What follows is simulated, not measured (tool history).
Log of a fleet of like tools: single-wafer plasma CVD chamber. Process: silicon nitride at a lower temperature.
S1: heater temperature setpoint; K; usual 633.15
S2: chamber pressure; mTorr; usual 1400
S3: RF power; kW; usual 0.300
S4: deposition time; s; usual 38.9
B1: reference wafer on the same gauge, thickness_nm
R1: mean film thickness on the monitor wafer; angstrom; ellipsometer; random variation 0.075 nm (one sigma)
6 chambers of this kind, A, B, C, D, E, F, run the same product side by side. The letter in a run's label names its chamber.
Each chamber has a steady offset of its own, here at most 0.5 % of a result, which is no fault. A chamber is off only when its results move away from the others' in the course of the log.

run,hour,S1,S2,S3,S4,B1,R1
1E,12.7,633.15,1400,0.300,38.9,39.617,437.85
2C,21.4,633.15,1400,0.300,38.9,39.603,440.79
3D,28.9,633.15,1400,0.300,38.9,39.603,436.86
4F,43.4,633.15,1400,0.300,38.9,39.618,438.52
5B,51.8,633.15,1150,0.345,38.9,39.644,450.79
6A,61.2,633.15,1150,0.345,38.9,39.639,452.13
7B,74.7,633.15,1150,0.345,38.9,39.651,451.84
# hour 75.9: chamber E: thermocouple changed; heater temperature recalibrated
8F,88.3,633.15,1150,0.345,38.9,39.646,456.00
9E,95.9,633.15,1150,0.345,38.9,39.654,456.18
10A,109.5,633.15,1150,0.345,38.9,39.646,452.43
11D,125.4,633.15,1400,0.300,38.9,39.670,437.05
12C,141.3,633.15,1400,0.300,38.9,39.687,440.96
13E,153.8,633.15,1400,0.300,38.9,39.685,438.62
# hour 155.0: chamber C: RF generator calibrated
14D,167.7,633.15,1400,0.300,38.9,39.692,438.54
15F,183.0,633.15,1400,0.300,38.9,39.705,440.98
# hour 196.7: chamber F: capacitance manometer re-zeroed and calibrated
16C,198.7,633.15,1400,0.300,38.9,39.722,439.38
17A,208.3,633.15,1400,0.300,38.9,39.716,438.37
18B,223.0,633.15,1400,0.300,38.9,39.727,439.62
19B,230.8,633.15,1400,0.300,38.9,39.731,439.14
20A,243.9,633.15,1400,0.300,38.9,39.751,439.43
21E,252.9,633.15,1400,0.300,38.9,39.747,440.92
22C,267.1,633.15,1400,0.300,38.9,39.782,440.99
23D,275.6,633.15,1400,0.300,38.9,39.760,439.28
24F,282.7,633.15,1400,0.300,38.9,39.758,440.94
# hour 285.3: chamber F: RF generator calibrated
25C,298.3,633.15,1400,0.300,38.9,39.766,441.81
26A,306.2,633.15,1400,0.300,38.9,39.756,441.06
# hour 311.5: chamber D: RF generator calibrated
27F,314.8,633.15,1400,0.300,38.9,39.789,442.16
# hour 323.1: chamber A: capacitance manometer re-zeroed and calibrated
28D,324.2,633.15,1400,0.300,38.9,39.788,440.33
29E,331.8,633.15,1400,0.300,38.9,39.805,440.99
30B,347.2,633.15,1400,0.300,38.9,39.801,440.04
31C,361.0,633.15,1400,0.320,42.9,39.800,507.30
32E,376.4,633.15,1400,0.320,42.9,39.839,510.07
33A,389.4,633.15,1400,0.320,42.9,39.823,505.88
34B,404.1,633.15,1400,0.320,42.9,39.824,504.69
35D,417.9,633.15,1400,0.320,42.9,39.851,506.69
36F,427.6,633.15,1400,0.320,42.9,39.835,509.12
37F,436.8,633.15,1400,0.300,38.9,39.867,441.31
38C,447.3,643.15,1400,0.300,38.9,39.846,440.73
39B,460.5,643.15,1400,0.300,38.9,39.878,437.30
40A,468.1,643.15,1400,0.300,38.9,39.879,439.23

What goes on in this fleet: one chamber off, a drifting gauge, or nothing beyond the chambers' own small offsets? Name the chamber and the cause, if any.

The gauge drifts, so all chambers seem to drift together. No chamber is off.
Cause: gauge reads high (%) = 0.704.
